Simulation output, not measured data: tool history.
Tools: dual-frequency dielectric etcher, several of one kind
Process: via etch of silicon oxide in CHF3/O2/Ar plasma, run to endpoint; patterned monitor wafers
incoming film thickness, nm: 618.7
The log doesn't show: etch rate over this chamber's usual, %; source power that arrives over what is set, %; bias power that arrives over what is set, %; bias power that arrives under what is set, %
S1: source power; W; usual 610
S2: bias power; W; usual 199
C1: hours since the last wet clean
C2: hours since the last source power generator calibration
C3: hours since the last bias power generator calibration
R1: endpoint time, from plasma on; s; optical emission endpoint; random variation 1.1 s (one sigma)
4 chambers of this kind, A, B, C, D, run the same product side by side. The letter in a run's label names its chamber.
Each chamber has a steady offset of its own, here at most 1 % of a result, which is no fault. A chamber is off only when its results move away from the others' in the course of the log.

run	day	S1	S2	C1	C2	C3	R1
1A	0.438	610	199	240.7	506.9	334.6	300.84
2D	0.700	610	199	418.1	3765.4	3197.4	301.31
3B	1.067	610	199	362.4	367.2	426.9	300.12
4C	1.467	610	199	423.7	1468.3	3103.7	302.25
# day 1.504: chamber D: source power generator calibrated
5B	1.767	610	199	379.2	384.0	443.7	303.44
6A	2.017	610	199	278.6	544.8	372.5	300.93
7D	2.354	610	247	457.8	20.4	3237.1	278.14
8C	2.858	610	247	457.1	1501.7	3137.1	282.74
9B	3.146	610	247	412.3	417.1	476.8	279.07
# day 3.212: chamber C: bias power generator calibrated
10D	3.696	610	247	490.0	52.6	3269.3	277.93
11A	4.229	610	199	331.7	597.9	425.6	300.78
# day 4.433: chamber D: wet clean of the chamber
12C	4.679	610	199	500.8	1545.4	35.3	303.99
13A	4.971	610	199	349.5	615.7	443.4	300.15
14D	5.267	610	199	20.1	90.3	3307.0	301.67
15B	5.833	610	199	476.8	481.6	541.3	300.33
16C	6.346	610	199	540.8	1585.4	75.3	303.48
17D	6.896	610	199	59.2	129.4	3346.1	300.56
# day 6.975: chamber D: bias power generator calibrated
# day 7.108: chamber B: wet clean of the chamber
18B	7.258	610	199	3.6	515.8	575.5	288.92
19A	7.604	610	199	412.7	678.9	506.6	299.75
20C	7.988	610	199	580.2	1624.8	114.7	302.42
21D	8.425	610	199	95.9	166.1	34.9	299.96
22C	8.779	610	199	599.2	1643.8	133.7	301.57
23B	9.238	610	199	51.1	563.3	623.0	289.67
24A	9.675	690	222	462.4	728.6	556.3	276.48
25C	10.258	690	222	634.7	1679.3	169.2	277.08
# day 10.729: chamber C: wet clean of the chamber
26A	10.767	690	222	488.6	754.8	582.5	276.51
27D	11.300	690	222	164.9	235.1	103.9	274.46
28B	11.879	610	199	114.5	626.7	686.4	290.87
29D	12.242	610	199	187.5	257.7	126.5	301.39
30A	12.821	610	199	537.9	804.1	631.8	300.43
31C	13.383	610	242	63.8	1754.3	244.2	283.88
32B	13.846	610	242	161.7	673.9	733.6	269.90

All 4 chambers run these settings next. Forecast each chamber's results:
33A	14.267	710	199				?
33B	14.267	710	199				?
33C	14.267	710	199				?
33D	14.267	710	199				?

run	R1
33A	283.90
33B	271.83
33C	286.57
33D	283.73

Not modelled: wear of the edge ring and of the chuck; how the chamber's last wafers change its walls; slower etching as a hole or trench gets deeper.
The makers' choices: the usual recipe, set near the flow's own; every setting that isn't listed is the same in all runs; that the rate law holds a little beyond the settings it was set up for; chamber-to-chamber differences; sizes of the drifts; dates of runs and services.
